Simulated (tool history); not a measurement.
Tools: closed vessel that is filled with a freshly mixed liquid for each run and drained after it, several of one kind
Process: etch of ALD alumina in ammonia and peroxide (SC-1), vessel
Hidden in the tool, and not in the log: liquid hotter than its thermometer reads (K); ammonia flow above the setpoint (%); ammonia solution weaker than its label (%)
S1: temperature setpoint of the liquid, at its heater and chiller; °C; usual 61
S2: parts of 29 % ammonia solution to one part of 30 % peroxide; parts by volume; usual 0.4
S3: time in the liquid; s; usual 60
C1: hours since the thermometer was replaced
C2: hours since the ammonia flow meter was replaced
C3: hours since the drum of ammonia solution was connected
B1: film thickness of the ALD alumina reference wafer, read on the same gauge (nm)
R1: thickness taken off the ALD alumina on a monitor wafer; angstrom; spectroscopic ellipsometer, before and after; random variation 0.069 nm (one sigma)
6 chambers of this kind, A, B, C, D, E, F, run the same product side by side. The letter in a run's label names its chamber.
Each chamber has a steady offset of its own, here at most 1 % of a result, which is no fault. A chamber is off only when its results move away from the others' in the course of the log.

run 1A hour=2.5 | S1=61 S2=0.4 S3=60 | C1=1004.5 C2=29.2 C3=20.9 | B1=139.97 | R1=85.105
run 2B hour=6.2 | S1=61 S2=0.4 S3=60 | C1=881.9 C2=612.2 C3=93.4 | B1=140.02 | R1=86.351
run 3C hour=10.5 | S1=61 S2=0.4 S3=60 | C1=944.9 C2=709.2 C3=642.7 | B1=139.97 | R1=85.265
run 4D hour=13.2 | S1=61 S2=0.4 S3=60 | C1=1635.1 C2=206.4 C3=284.4 | B1=140.02 | R1=84.519
run 5F hour=15.7 | S1=61 S2=0.4 S3=60 | C1=691.7 C2=56.3 C3=945.7 | B1=140.00 | R1=84.779
run 6E hour=18.2 | S1=56 S2=0.4 S3=45 | C1=1441.9 C2=204.7 C3=295.4 | B1=139.99 | R1=49.395
-- hour=20.0 chamber E: thermometer replaced
run 7C hour=22.5 | S1=56 S2=0.4 S3=45 | C1=956.9 C2=721.2 C3=654.7 | B1=139.99 | R1=50.326
run 8D hour=26.4 | S1=56 S2=0.4 S3=45 | C1=1648.3 C2=219.6 C3=297.6 | B1=140.02 | R1=49.162
run 9F hour=29.4 | S1=56 S2=0.4 S3=45 | C1=705.4 C2=70.0 C3=959.4 | B1=139.99 | R1=49.098
run 10E hour=32.8 | S1=56 S2=0.4 S3=45 | C1=12.8 C2=219.3 C3=310.0 | B1=139.99 | R1=48.731
run 11A hour=36.6 | S1=56 S2=0.4 S3=45 | C1=1038.6 C2=63.3 C3=55.0 | B1=140.00 | R1=49.101
-- hour=37.6 chamber F: new drum of ammonia solution connected
run 12B hour=40.3 | S1=61 S2=0.4 S3=60 | C1=916.0 C2=646.3 C3=127.5 | B1=139.99 | R1=84.803
run 13B hour=43.2 | S1=61 S2=0.4 S3=45 | C1=918.9 C2=649.2 C3=130.4 | B1=139.98 | R1=63.743
run 14A hour=46.7 | S1=61 S2=0.4 S3=45 | C1=1048.7 C2=73.4 C3=65.1 | B1=140.02 | R1=63.120
run 15F hour=49.2 | S1=61 S2=0.4 S3=45 | C1=725.2 C2=89.8 C3=11.6 | B1=139.98 | R1=64.124
run 16C hour=52.5 | S1=61 S2=0.4 S3=45 | C1=986.9 C2=751.2 C3=684.7 | B1=140.00 | R1=63.327
run 17E hour=57.2 | S1=61 S2=0.4 S3=45 | C1=37.2 C2=243.7 C3=334.4 | B1=140.00 | R1=63.238
run 18D hour=61.6 | S1=61 S2=0.4 S3=45 | C1=1683.5 C2=254.8 C3=332.8 | B1=139.99 | R1=64.066
run 19A hour=64.6 | S1=61 S2=0.4 S3=60 | C1=1066.6 C2=91.3 C3=83.0 | B1=140.00 | R1=84.030
run 20B hour=67.1 | S1=61 S2=0.4 S3=60 | C1=942.8 C2=673.1 C3=154.3 | B1=139.99 | R1=84.963
run 21E hour=69.6 | S1=61 S2=0.4 S3=60 | C1=49.6 C2=256.1 C3=346.8 | B1=140.00 | R1=84.459
run 22C hour=72.7 | S1=61 S2=0.4 S3=60 | C1=1007.1 C2=771.4 C3=704.9 | B1=140.01 | R1=85.332
run 23F hour=76.2 | S1=61 S2=0.4 S3=60 | C1=752.2 C2=116.8 C3=38.6 | B1=139.99 | R1=84.513
run 24D hour=81.4 | S1=61 S2=0.4 S3=60 | C1=1703.3 C2=274.6 C3=352.6 | B1=139.98 | R1=85.167
run 25A hour=86.6 | S1=61 S2=0.4 S3=60 | C1=1088.6 C2=113.3 C3=105.0 | B1=140.01 | R1=86.042
run 26E hour=89.0 | S1=61 S2=0.4 S3=60 | C1=69.0 C2=275.5 C3=366.2 | B1=140.01 | R1=85.362
run 27C hour=94.2 | S1=61 S2=0.4 S3=60 | C1=1028.6 C2=792.9 C3=726.4 | B1=139.98 | R1=85.780
run 28B hour=98.9 | S1=61 S2=0.4 S3=60 | C1=974.6 C2=704.9 C3=186.1 | B1=140.00 | R1=87.135
run 29D hour=102.4 | S1=61 S2=0.4 S3=60 | C1=1724.3 C2=295.6 C3=373.6 | B1=139.99 | R1=84.702
-- hour=104.9 chamber C: new drum of ammonia solution connected
run 30F hour=107.5 | S1=61 S2=0.4 S3=60 | C1=783.5 C2=148.1 C3=69.9 | B1=140.04 | R1=84.177
-- hour=107.7 chamber C: thermometer replaced
-- hour=110.6 chamber D: thermometer replaced
run 31B hour=111.0 | S1=61 S2=0.4 S3=60 | C1=986.7 C2=717.0 C3=198.2 | B1=140.00 | R1=84.215
run 32F hour=115.1 | S1=61 S2=0.4 S3=60 | C1=791.1 C2=155.7 C3=77.5 | B1=139.99 | R1=85.080
run 33A hour=119.5 | S1=61 S2=0.4 S3=60 | C1=1121.5 C2=146.2 C3=137.9 | B1=140.00 | R1=84.745
run 34E hour=123.7 | S1=61 S2=0.4 S3=60 | C1=103.7 C2=310.2 C3=400.9 | B1=140.03 | R1=84.825
run 35D hour=127.2 | S1=61 S2=0.4 S3=60 | C1=16.6 C2=320.4 C3=398.4 | B1=140.01 | R1=85.400
run 36C hour=132.3 | S1=61 S2=0.4 S3=60 | C1=24.6 C2=831.0 C3=27.4 | B1=140.03 | R1=85.381
run 37C hour=135.3 | S1=61 S2=0.4 S3=60 | C1=27.6 C2=834.0 C3=30.4 | B1=140.03 | R1=85.694
-- hour=140.2 chamber F: thermometer replaced
run 38F hour=140.7 | S1=54 S2=0.4 S3=60 | C1=0.5 C2=181.3 C3=103.1 | B1=139.97 | R1=58.558
run 39E hour=144.2 | S1=54 S2=0.4 S3=60 | C1=124.2 C2=330.7 C3=421.4 | B1=140.00 | R1=58.767
run 40A hour=148.9 | S1=54 S2=0.4 S3=60 | C1=1150.9 C2=175.6 C3=167.3 | B1=140.00 | R1=58.050
run 41B hour=153.3 | S1=54 S2=0.4 S3=60 | C1=1029.0 C2=759.3 C3=240.5 | B1=139.98 | R1=59.361
run 42D hour=158.6 | S1=54 S2=0.4 S3=60 | C1=48.0 C2=351.8 C3=429.8 | B1=140.01 | R1=59.042
run 43A hour=163.8 | S1=54 S2=0.4 S3=60 | C1=1165.8 C2=190.5 C3=182.2 | B1=139.98 | R1=58.659
run 44F hour=168.8 | S1=61 S2=0.4 S3=60 | C1=28.6 C2=209.4 C3=131.2 | B1=139.99 | R1=84.290

All 6 chambers run these settings next. Forecast each chamber's results:
run 45A hour=172.7 | S1=52 S2=0.4 S3=60 | R1=?
run 45B hour=172.7 | S1=52 S2=0.4 S3=60 | R1=?
run 45C hour=172.7 | S1=52 S2=0.4 S3=60 | R1=?
run 45D hour=172.7 | S1=52 S2=0.4 S3=60 | R1=?
run 45E hour=172.7 | S1=52 S2=0.4 S3=60 | R1=?
run 45F hour=172.7 | S1=52 S2=0.4 S3=60 | R1=?

run=45A R1=51.918
run=45B R1=53.771
run=45C R1=53.043
run=45D R1=53.111
run=45E R1=52.947
run=45F R1=52.783

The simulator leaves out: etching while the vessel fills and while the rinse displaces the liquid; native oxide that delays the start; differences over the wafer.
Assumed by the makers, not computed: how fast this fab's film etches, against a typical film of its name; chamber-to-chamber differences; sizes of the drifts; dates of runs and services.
